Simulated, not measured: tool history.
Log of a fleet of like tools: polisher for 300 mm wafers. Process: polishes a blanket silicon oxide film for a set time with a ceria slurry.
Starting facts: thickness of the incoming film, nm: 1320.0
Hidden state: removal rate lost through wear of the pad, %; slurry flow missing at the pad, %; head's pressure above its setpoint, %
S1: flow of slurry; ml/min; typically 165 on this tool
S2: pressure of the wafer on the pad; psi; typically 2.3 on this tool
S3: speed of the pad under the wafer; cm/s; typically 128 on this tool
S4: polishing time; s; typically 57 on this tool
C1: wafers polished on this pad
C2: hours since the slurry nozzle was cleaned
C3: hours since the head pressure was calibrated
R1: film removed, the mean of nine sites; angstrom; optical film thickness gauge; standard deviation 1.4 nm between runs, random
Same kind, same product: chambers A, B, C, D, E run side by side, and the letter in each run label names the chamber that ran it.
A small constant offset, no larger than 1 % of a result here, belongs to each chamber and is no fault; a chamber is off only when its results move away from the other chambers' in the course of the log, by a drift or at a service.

At hour 3.0: chamber C: worn pad replaced by a new one.
Run 1C, hour 9.4: usual settings; C1 50; C2 44.3; C3 129.5. Result: R1 2135.2 angstrom.
At hour 17.5: chamber A: slurry nozzle cleaned.
Run 2B, hour 18.7: usual settings; C1 1122; C2 272.4; C3 306.8. Result: R1 2139.7 angstrom.
At hour 19.5: chamber A: worn pad replaced by a new one.
At hour 20.6: chamber D: worn pad replaced by a new one.
Run 3E, hour 30.0: usual settings; C1 1031; C2 109.6; C3 233.6. Result: R1 2123.1 angstrom.
At hour 40.9: chamber B: slurry nozzle cleaned.
Run 4A, hour 43.2: usual settings; C1 185; C2 25.8; C3 131.2. Result: R1 2132.4 angstrom.
Run 5D, hour 57.6: usual settings; C1 289; C2 235.5; C3 111.0. Result: R1 2166.5 angstrom.
At hour 61.8: chamber E: worn pad replaced by a new one.
Run 6B, hour 67.9: usual settings; C1 1506; C2 27.0; C3 356.0. Result: R1 2177.8 angstrom.
Run 7D, hour 81.9: usual settings but S3 94 cm/s; C1 478; C2 259.8; C3 135.3. Result: R1 1575.5 angstrom.
At hour 83.2: chamber B: worn pad replaced by a new one.
At hour 89.3: chamber C: worn pad replaced by a new one.
Run 8C, hour 89.6: usual settings but S3 94 cm/s; C1 2; C2 124.5; C3 209.7. Result: R1 1587.5 angstrom.
Run 9A, hour 99.1: usual settings but S3 94 cm/s; C1 621; C2 81.7; C3 187.1. Result: R1 1561.4 angstrom.
Run 10E, hour 111.2: usual settings but S3 94 cm/s; C1 385; C2 190.8; C3 314.8. Result: R1 1561.8 angstrom.
At hour 120.0: chamber D: worn pad replaced by a new one.
Run 11D, hour 121.4: usual settings but S3 94 cm/s; C1 11; C2 299.3; C3 174.8. Result: R1 1584.9 angstrom.
Run 12B, hour 129.6: usual settings but S2 1.9 psi, S3 90 cm/s; C1 362; C2 88.7; C3 417.7. Result: R1 1269.2 angstrom.
Run 13E, hour 141.6: usual settings but S2 1.9 psi, S3 90 cm/s; C1 622; C2 221.2; C3 345.2. Result: R1 1239.8 angstrom.
Run 14A, hour 148.4: usual settings but S2 1.9 psi, S3 90 cm/s; C1 1006; C2 131.0; C3 236.4. Result: R1 1246.1 angstrom.
Run 15C, hour 160.6: usual settings but S2 1.9 psi, S3 90 cm/s; C1 556; C2 195.5; C3 280.7. Result: R1 1230.8 angstrom.
Run 16B, hour 167.3: usual settings but S2 1.9 psi, S3 90 cm/s; C1 656; C2 126.4; C3 455.4. Result: R1 1262.0 angstrom.
Run 17D, hour 177.1: usual settings; C1 446; C2 355.0; C3 230.5. Result: R1 2170.8 angstrom.
At hour 187.0: chamber C: worn pad replaced by a new one.
Run 18E, hour 188.6: usual settings; C1 989; C2 268.2; C3 392.2. Result: R1 2132.8 angstrom.
Run 19C, hour 197.9: usual settings; C1 85; C2 232.8; C3 318.0. Result: R1 2147.3 angstrom.
At hour 200.2: chamber A: head pressure recalibrated.
Run 20A, hour 206.0: usual settings; C1 1455; C2 188.6; C3 5.9. Result: R1 2136.9 angstrom.
At hour 216.0: chamber D: worn pad replaced by a new one.
Run 21D, hour 218.6: usual settings; C1 20; C2 396.5; C3 272.0. Result: R1 2145.6 angstrom.
At hour 226.8: chamber A: worn pad replaced by a new one.
At hour 229.8: chamber E: worn pad replaced by a new one.
Run 22B, hour 231.3: usual settings; C1 1156; C2 190.4; C3 519.4. Result: R1 2153.5 angstrom.
At hour 235.8: chamber E: head pressure recalibrated.
Run 23E, hour 243.4: usual settings; C1 106; C2 323.0; C3 7.6. Result: R1 2331.4 angstrom.
Run 24C, hour 256.6: usual settings; C1 543; C2 291.5; C3 376.7. Result: R1 2128.1 angstrom.
Run 25A, hour 270.6: usual settings but S3 94 cm/s, S4 70 s; C1 342; C2 253.2; C3 70.5. Result: R1 1908.2 angstrom.
At hour 280.1: chamber A: slurry nozzle cleaned.
Run 26D, hour 281.1: usual settings but S3 94 cm/s, S4 70 s; C1 508; C2 459.0; C3 334.5. Result: R1 1946.8 angstrom.
At hour 288.3: chamber C: worn pad replaced by a new one.
Run 27C, hour 290.2: usual settings but S3 94 cm/s, S4 70 s; C1 15; C2 325.1; C3 410.3. Result: R1 1935.4 angstrom.
At hour 290.3: chamber B: worn pad replaced by a new one.
At hour 296.7: chamber D: worn pad replaced by a new one.
Run 28B, hour 299.3: usual settings but S3 94 cm/s, S4 70 s; C1 70; C2 258.4; C3 587.4. Result: R1 1961.1 angstrom.
Run 29A, hour 308.2: usual settings but S3 94 cm/s, S4 70 s; C1 635; C2 28.1; C3 108.1. Result: R1 1929.1 angstrom.
At hour 317.2: chamber D: head pressure recalibrated.
Run 30E, hour 321.4: usual settings; C1 715; C2 401.0; C3 85.6. Result: R1 2323.3 angstrom.
At hour 324.5: chamber B: slurry nozzle cleaned.
Run 31A, hour 335.7: usual settings; C1 850; C2 55.6; C3 135.6. Result: R1 2126.9 angstrom.
Run 32B, hour 346.7: usual settings but S1 130 ml/min; C1 440; C2 22.2; C3 634.8. Result: R1 2081.3 angstrom.
Run 33D, hour 360.6: usual settings but S1 130 ml/min; C1 499; C2 538.5; C3 43.4. Result: R1 2056.9 angstrom.
At hour 373.8: chamber C: worn pad replaced by a new one.
Run 34C, hour 375.0: usual settings but S1 130 ml/min; C1 9; C2 409.9; C3 495.1. Result: R1 2062.4 angstrom.
Run 35E, hour 382.5: usual settings but S1 130 ml/min; C1 1192; C2 462.1; C3 146.7. Result: R1 2238.3 angstrom.
At hour 386.3: chamber D: worn pad replaced by a new one.
Run 36B, hour 390.8: usual settings but S1 130 ml/min; C1 784; C2 66.3; C3 678.9. Result: R1 2046.4 angstrom.
At hour 392.7: chamber A: worn pad replaced by a new one.
At hour 392.8: chamber E: worn pad replaced by a new one.
Run 37D, hour 397.8: usual settings; C1 90; C2 575.7; C3 80.6. Result: R1 2138.8 angstrom.
At hour 408.8: chamber C: slurry nozzle cleaned.
Run 38C, hour 409.7: usual settings but S4 75 s; C1 280; C2 0.9; C3 529.8. Result: R1 2828.0 angstrom.
Run 39A, hour 423.9: usual settings but S4 75 s; C1 243; C2 143.8; C3 223.8. Result: R1 2797.2 angstrom.
Run 40E, hour 430.5: usual settings but S4 75 s; C1 294; C2 510.1; C3 194.7. Result: R1 3095.2 angstrom.
Run 41D, hour 438.6: usual settings but S4 75 s; C1 408; C2 616.5; C3 121.4. Result: R1 2864.2 angstrom.
Run 42E, hour 450.0: usual settings but S4 75 s; C1 447; C2 529.6; C3 214.2. Result: R1 3071.5 angstrom.
Run 43A, hour 459.8: usual settings but S2 3.0 psi; C1 524; C2 179.7; C3 259.7. Result: R1 2802.4 angstrom.
At hour 472.1: chamber B: worn pad replaced by a new one.
Run 44B, hour 472.9: usual settings but S2 3.0 psi; C1 6; C2 148.4; C3 761.0. Result: R1 2800.4 angstrom.

All chambers now run identical settings, listed one chamber a line with results as question marks. What results will each chamber show?
Run 45A, hour 483.3: usual settings but S2 1.9 psi. Result: R1 ?.
Run 45B, hour 483.3: usual settings but S2 1.9 psi. Result: R1 ?.
Run 45C, hour 483.3: usual settings but S2 1.9 psi. Result: R1 ?.
Run 45D, hour 483.3: usual settings but S2 1.9 psi. Result: R1 ?.
Run 45E, hour 483.3: usual settings but S2 1.9 psi. Result: R1 ?.

run      R1
45A  1768.8
45B  1765.3
45C  1772.7
45D  1760.4
45E  1927.6
